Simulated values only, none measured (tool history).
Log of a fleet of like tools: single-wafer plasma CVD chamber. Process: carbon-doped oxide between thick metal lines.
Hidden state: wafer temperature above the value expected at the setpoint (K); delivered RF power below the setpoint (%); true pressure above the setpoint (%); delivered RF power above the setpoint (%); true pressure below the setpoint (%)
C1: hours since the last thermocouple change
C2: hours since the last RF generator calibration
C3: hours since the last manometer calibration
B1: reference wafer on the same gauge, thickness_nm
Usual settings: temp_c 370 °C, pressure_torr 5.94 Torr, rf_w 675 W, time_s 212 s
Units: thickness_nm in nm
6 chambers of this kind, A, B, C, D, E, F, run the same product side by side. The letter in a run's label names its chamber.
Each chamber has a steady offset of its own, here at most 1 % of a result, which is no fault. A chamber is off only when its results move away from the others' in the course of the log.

{"run": "1F", "hour": 3.0, "temp_c": 370, "pressure_torr": 5.94, "rf_w": 675, "time_s": 212, "C1": 597.9, "C2": 1261.4, "C3": 244.5, "B1": 1490.4, "thickness_nm": 1240.2}
{"run": "2B", "hour": 9.8, "temp_c": 370, "pressure_torr": 5.94, "rf_w": 675, "time_s": 212, "C1": 1028.2, "C2": 956.3, "C3": 2347.2, "B1": 1489.6, "thickness_nm": 1248.7}
{"run": "3D", "hour": 16.1, "temp_c": 370, "pressure_torr": 5.94, "rf_w": 675, "time_s": 212, "C1": 1129.3, "C2": 631.7, "C3": 1145.2, "B1": 1489.4, "thickness_nm": 1240.5}
{"run": "4E", "hour": 21.2, "temp_c": 370, "pressure_torr": 5.94, "rf_w": 675, "time_s": 212, "C1": 1848.4, "C2": 303.7, "C3": 2197.1, "B1": 1490.1, "thickness_nm": 1246.7}
{"run": "5A", "hour": 26.5, "temp_c": 370, "pressure_torr": 5.94, "rf_w": 675, "time_s": 212, "C1": 915.2, "C2": 1704.7, "C3": 2046.7, "B1": 1489.7, "thickness_nm": 1244.9}
{"run": "6C", "hour": 30.4, "temp_c": 370, "pressure_torr": 6.57, "rf_w": 675, "time_s": 212, "C1": 804.8, "C2": 1107.9, "C3": 56.8, "B1": 1488.6, "thickness_nm": 1277.4}
{"run": "7A", "hour": 36.5, "temp_c": 370, "pressure_torr": 6.57, "rf_w": 675, "time_s": 212, "C1": 925.2, "C2": 1714.7, "C3": 2056.7, "B1": 1490, "thickness_nm": 1257.8}
{"run": "8E", "hour": 40.1, "temp_c": 370, "pressure_torr": 6.57, "rf_w": 675, "time_s": 212, "C1": 1867.3, "C2": 322.6, "C3": 2216, "B1": 1490.6, "thickness_nm": 1260}
{"run": "9C", "hour": 44.3, "temp_c": 370, "pressure_torr": 6.57, "rf_w": 675, "time_s": 212, "C1": 818.7, "C2": 1121.8, "C3": 70.7, "B1": 1489.8, "thickness_nm": 1272.4}
{"run": "10B", "hour": 48.5, "temp_c": 370, "pressure_torr": 6.57, "rf_w": 675, "time_s": 212, "C1": 1066.9, "C2": 995, "C3": 2385.9, "B1": 1489.8, "thickness_nm": 1264.2}
{"run": "11D", "hour": 51.9, "temp_c": 370, "pressure_torr": 6.57, "rf_w": 675, "time_s": 212, "C1": 1165.1, "C2": 667.5, "C3": 1181, "B1": 1490.1, "thickness_nm": 1253.8}
{"run": "12F", "hour": 55.0, "temp_c": 370, "pressure_torr": 5.94, "rf_w": 675, "time_s": 212, "C1": 649.9, "C2": 1313.4, "C3": 296.5, "B1": 1489.7, "thickness_nm": 1249.6}
{"run": "13C", "hour": 58.3, "temp_c": 370, "pressure_torr": 5.94, "rf_w": 675, "time_s": 212, "C1": 832.7, "C2": 1135.8, "C3": 84.7, "B1": 1489.1, "thickness_nm": 1261.7}
{"run": "14A", "hour": 61.8, "temp_c": 370, "pressure_torr": 5.94, "rf_w": 675, "time_s": 212, "C1": 950.5, "C2": 1740, "C3": 2082, "B1": 1489.2, "thickness_nm": 1251.5}
{"hour": 65.3, "done": "chamber B: RF generator calibrated"}
{"run": "15F", "hour": 68.0, "temp_c": 370, "pressure_torr": 5.94, "rf_w": 675, "time_s": 212, "C1": 662.9, "C2": 1326.4, "C3": 309.5, "B1": 1490.5, "thickness_nm": 1247.2}
{"run": "16E", "hour": 74.0, "temp_c": 370, "pressure_torr": 5.94, "rf_w": 675, "time_s": 212, "C1": 1901.2, "C2": 356.5, "C3": 2249.9, "B1": 1490.6, "thickness_nm": 1242.4}
{"run": "17B", "hour": 80.5, "temp_c": 370, "pressure_torr": 5.94, "rf_w": 675, "time_s": 212, "C1": 1098.9, "C2": 15.3, "C3": 2417.9, "B1": 1489.7, "thickness_nm": 1246.1}
{"run": "18D", "hour": 83.9, "temp_c": 370, "pressure_torr": 5.94, "rf_w": 675, "time_s": 212, "C1": 1197.1, "C2": 699.5, "C3": 1213, "B1": 1490.3, "thickness_nm": 1242.3}
{"run": "19D", "hour": 89.2, "temp_c": 370, "pressure_torr": 5.94, "rf_w": 675, "time_s": 212, "C1": 1202.4, "C2": 704.8, "C3": 1218.3, "B1": 1489.6, "thickness_nm": 1241.1}
{"run": "20F", "hour": 93.0, "temp_c": 370, "pressure_torr": 5.94, "rf_w": 675, "time_s": 212, "C1": 687.9, "C2": 1351.4, "C3": 334.5, "B1": 1489.4, "thickness_nm": 1241.9}
{"run": "21B", "hour": 98.2, "temp_c": 370, "pressure_torr": 5.11, "rf_w": 675, "time_s": 183, "C1": 1116.6, "C2": 33, "C3": 2435.6, "B1": 1489.6, "thickness_nm": 1059.1}
{"hour": 98.3, "done": "chamber E: capacitance manometer re-zeroed and calibrated"}
{"run": "22A", "hour": 101.5, "temp_c": 370, "pressure_torr": 5.11, "rf_w": 675, "time_s": 183, "C1": 990.2, "C2": 1779.7, "C3": 2121.7, "B1": 1490.3, "thickness_nm": 1053.1}
{"run": "23C", "hour": 104.8, "temp_c": 370, "pressure_torr": 5.11, "rf_w": 675, "time_s": 183, "C1": 879.2, "C2": 1182.3, "C3": 131.2, "B1": 1489.9, "thickness_nm": 1070.4}
{"run": "24E", "hour": 110.1, "temp_c": 370, "pressure_torr": 5.11, "rf_w": 675, "time_s": 183, "C1": 1937.3, "C2": 392.6, "C3": 11.9, "B1": 1489.8, "thickness_nm": 1040.4}
{"run": "25B", "hour": 116.5, "temp_c": 370, "pressure_torr": 5.11, "rf_w": 675, "time_s": 183, "C1": 1134.9, "C2": 51.3, "C3": 2453.9, "B1": 1490.5, "thickness_nm": 1058.3}
{"run": "26A", "hour": 122.0, "temp_c": 370, "pressure_torr": 5.11, "rf_w": 675, "time_s": 183, "C1": 1010.7, "C2": 1800.2, "C3": 2142.2, "B1": 1490.7, "thickness_nm": 1053.8}
{"run": "27E", "hour": 125.1, "temp_c": 370, "pressure_torr": 5.94, "rf_w": 675, "time_s": 212, "C1": 1952.3, "C2": 407.6, "C3": 26.9, "B1": 1490.2, "thickness_nm": 1224.3}
{"run": "28D", "hour": 131.4, "temp_c": 370, "pressure_torr": 5.94, "rf_w": 675, "time_s": 212, "C1": 1244.6, "C2": 747, "C3": 1260.5, "B1": 1489.3, "thickness_nm": 1242.5}
{"run": "29C", "hour": 134.7, "temp_c": 370, "pressure_torr": 5.94, "rf_w": 675, "time_s": 212, "C1": 909.1, "C2": 1212.2, "C3": 161.1, "B1": 1490.3, "thickness_nm": 1258.4}
{"run": "30F", "hour": 139.1, "temp_c": 370, "pressure_torr": 5.43, "rf_w": 675, "time_s": 212, "C1": 734, "C2": 1397.5, "C3": 380.6, "B1": 1490.6, "thickness_nm": 1233.4}
{"run": "31D", "hour": 145.6, "temp_c": 370, "pressure_torr": 5.43, "rf_w": 675, "time_s": 212, "C1": 1258.8, "C2": 761.2, "C3": 1274.7, "B1": 1491.2, "thickness_nm": 1231.4}
{"run": "32A", "hour": 148.9, "temp_c": 370, "pressure_torr": 5.43, "rf_w": 675, "time_s": 212, "C1": 1037.6, "C2": 1827.1, "C3": 2169.1, "B1": 1490.4, "thickness_nm": 1230.1}
{"run": "33B", "hour": 155.1, "temp_c": 370, "pressure_torr": 5.43, "rf_w": 675, "time_s": 212, "C1": 1173.5, "C2": 89.9, "C3": 2492.5, "B1": 1489.7, "thickness_nm": 1238.2}
{"run": "34F", "hour": 158.7, "temp_c": 370, "pressure_torr": 5.43, "rf_w": 675, "time_s": 212, "C1": 753.6, "C2": 1417.1, "C3": 400.2, "B1": 1489.9, "thickness_nm": 1228.4}
{"run": "35E", "hour": 163.7, "temp_c": 370, "pressure_torr": 5.43, "rf_w": 675, "time_s": 212, "C1": 1990.9, "C2": 446.2, "C3": 65.5, "B1": 1490.2, "thickness_nm": 1210.3}
{"run": "36C", "hour": 167.7, "temp_c": 370, "pressure_torr": 5.94, "rf_w": 675, "time_s": 212, "C1": 942.1, "C2": 1245.2, "C3": 194.1, "B1": 1489.5, "thickness_nm": 1262.6}

Is one chamber off against the others, does the gauge drift, or is nothing wrong? If a chamber is off, say which, and what the likeliest cause is.

Chamber E drifts away from the others.
Cause: delivered RF power below the setpoint (%) = 4.22.

Here are 4 candidates for chamber E's next run, each the usual settings with a change, their results left as question marks. Which one brings its results back in line with what the others give on the usual settings?
In line means no further than this from the other chambers' mean on the usual settings: thickness_nm 11 nm
{"run": "37E-1", "hour": 172.7, "temp_c": 370, "pressure_torr": 5.95, "rf_w": 680, "time_s": 213, "thickness_nm": "?"}
{"run": "37E-2", "hour": 172.7, "temp_c": 370, "pressure_torr": 5.92, "rf_w": 670, "time_s": 208, "thickness_nm": "?"}
{"run": "37E-3", "hour": 172.7, "temp_c": 370, "pressure_torr": 5.94, "rf_w": 680, "time_s": 216, "thickness_nm": "?"}
{"run": "37E-4", "hour": 172.7, "temp_c": 370, "pressure_torr": 5.94, "rf_w": 670, "time_s": 211, "thickness_nm": "?"}

The other chambers' mean on the usual settings: thickness_nm 1248.8 nm
run=37E-1 thickness_nm=1228.4
run=37E-2 thickness_nm=1188.6
run=37E-3 thickness_nm=1245.4
run=37E-4 thickness_nm=1206.1
37E-3 brings the chamber back in line.
